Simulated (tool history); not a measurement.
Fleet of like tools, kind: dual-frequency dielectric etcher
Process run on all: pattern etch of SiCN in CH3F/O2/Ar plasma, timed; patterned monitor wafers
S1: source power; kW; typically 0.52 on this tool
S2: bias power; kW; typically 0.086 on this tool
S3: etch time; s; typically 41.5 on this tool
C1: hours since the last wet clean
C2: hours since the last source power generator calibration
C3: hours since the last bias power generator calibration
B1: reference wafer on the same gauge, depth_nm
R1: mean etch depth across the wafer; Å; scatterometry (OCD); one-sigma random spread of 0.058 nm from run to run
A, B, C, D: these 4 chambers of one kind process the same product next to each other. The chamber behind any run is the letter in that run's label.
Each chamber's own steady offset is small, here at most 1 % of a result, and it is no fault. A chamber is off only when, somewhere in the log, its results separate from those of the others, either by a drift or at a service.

| run | hour | S1 | S2 | S3 | C1 | C2 | C3 | B1 | R1 |
|---|---|---|---|---|---|---|---|---|---|
| 1B | 8.6 | 0.52 | 0.086 | 41.5 | 614 | 1338.3 | 2062.2 | 21.705 | 183.23 |
| 2D | 19 | 0.52 | 0.086 | 41.5 | 64.1 | 1488 | 1720.5 | 21.689 | 181.46 |
|  | 26.1 | chamber B: wet clean of the chamber |
| 3C | 27.4 | 0.52 | 0.086 | 41.5 | 267.1 | 1777.1 | 935.8 | 21.681 | 181.7 |
| 4A | 36.2 | 0.52 | 0.086 | 41.5 | 270.1 | 2132.9 | 586 | 21.702 | 181.21 |
| 5D | 45.8 | 0.52 | 0.105 | 49.5 | 90.9 | 1514.8 | 1747.3 | 21.698 | 234.11 |
| 6B | 54.7 | 0.52 | 0.105 | 49.5 | 28.7 | 1384.4 | 2108.3 | 21.704 | 234.53 |
| 7A | 64.5 | 0.52 | 0.105 | 49.5 | 298.4 | 2161.2 | 614.3 | 21.702 | 232.49 |
| 8C | 69.7 | 0.52 | 0.105 | 49.5 | 309.4 | 1819.4 | 978.1 | 21.703 | 234.07 |
| 9B | 76.3 | 0.52 | 0.075 | 34 | 50.3 | 1406 | 2129.9 | 21.704 | 142.94 |
| 10C | 86.8 | 0.52 | 0.075 | 34 | 326.5 | 1836.5 | 995.2 | 21.689 | 141.55 |
|  | 93.5 | chamber A: wet clean of the chamber |
| 11D | 93.8 | 0.52 | 0.075 | 34 | 138.9 | 1562.8 | 1795.3 | 21.705 | 141.8 |
| 12A | 102.9 | 0.52 | 0.075 | 34 | 9.5 | 2199.6 | 652.7 | 21.702 | 138.85 |
| 13A | 113.5 | 0.52 | 0.086 | 41.5 | 20.1 | 2210.2 | 663.3 | 21.706 | 177.01 |
| 14D | 123.3 | 0.52 | 0.086 | 41.5 | 168.4 | 1592.3 | 1824.8 | 21.695 | 181.89 |
| 15C | 128.9 | 0.52 | 0.086 | 41.5 | 368.6 | 1878.6 | 1037.3 | 21.68 | 182.18 |
| 16B | 138.7 | 0.52 | 0.086 | 41.5 | 112.7 | 1468.4 | 2192.3 | 21.702 | 183.21 |
| 17B | 143.6 | 0.52 | 0.086 | 41.5 | 117.6 | 1473.3 | 2197.2 | 21.683 | 182.36 |
| 18A | 151.1 | 0.52 | 0.086 | 41.5 | 57.7 | 2247.8 | 700.9 | 21.692 | 177.56 |
| 19D | 161.2 | 0.52 | 0.086 | 41.5 | 206.3 | 1630.2 | 1862.7 | 21.69 | 181.26 |
|  | 163.1 | chamber C: wet clean of the chamber |
| 20C | 167.4 | 0.52 | 0.086 | 41.5 | 4.3 | 1917.1 | 1075.8 | 21.712 | 182.02 |
| 21D | 173.7 | 0.52 | 0.086 | 41.5 | 218.8 | 1642.7 | 1875.2 | 21.693 | 182.01 |
| 22A | 182.1 | 0.52 | 0.086 | 41.5 | 88.7 | 2278.8 | 731.9 | 21.7 | 177.26 |
| 23C | 190.5 | 0.52 | 0.086 | 41.5 | 27.4 | 1940.2 | 1098.9 | 21.695 | 181.46 |
| 24B | 198.4 | 0.52 | 0.086 | 41.5 | 172.4 | 1528.1 | 2252 | 21.703 | 183.65 |
| 25C | 204.3 | 0.52 | 0.086 | 41.5 | 41.2 | 1954 | 1112.7 | 21.709 | 181.99 |
| 26A | 209.1 | 0.52 | 0.086 | 41.5 | 115.7 | 2305.8 | 758.9 | 21.695 | 177.93 |
| 27B | 219.2 | 0.52 | 0.086 | 41.5 | 193.2 | 1548.9 | 2272.8 | 21.69 | 182.24 |
| 28D | 227.7 | 0.52 | 0.086 | 41.5 | 272.8 | 1696.7 | 1929.2 | 21.695 | 181.65 |
| 29C | 233.7 | 0.52 | 0.086 | 41.5 | 70.6 | 1983.4 | 1142.1 | 21.682 | 181.57 |
| 30B | 239.9 | 0.52 | 0.086 | 41.5 | 213.9 | 1569.6 | 2293.5 | 21.687 | 181.91 |
| 31D | 246.1 | 0.47 | 0.086 | 35 | 291.2 | 1715.1 | 1947.6 | 21.697 | 147.48 |
| 32A | 251.1 | 0.47 | 0.086 | 35 | 157.7 | 2347.8 | 800.9 | 21.705 | 144.65 |
| 33B | 256.6 | 0.47 | 0.086 | 35 | 230.6 | 1586.3 | 2310.2 | 21.683 | 148.91 |

Next, every chamber runs the same settings. What will each give?
| 34A | 264.2 | 0.52 | 0.086 | 33 |  |  |  |  | ? |
| 34B | 264.2 | 0.52 | 0.086 | 33 |  |  |  |  | ? |
| 34C | 264.2 | 0.52 | 0.086 | 33 |  |  |  |  | ? |
| 34D | 264.2 | 0.52 | 0.086 | 33 |  |  |  |  | ? |

| run | R1 |
|---|---|
| 34A | 141.15 |
| 34B | 145.93 |
| 34C | 145.68 |
| 34D | 144.62 |

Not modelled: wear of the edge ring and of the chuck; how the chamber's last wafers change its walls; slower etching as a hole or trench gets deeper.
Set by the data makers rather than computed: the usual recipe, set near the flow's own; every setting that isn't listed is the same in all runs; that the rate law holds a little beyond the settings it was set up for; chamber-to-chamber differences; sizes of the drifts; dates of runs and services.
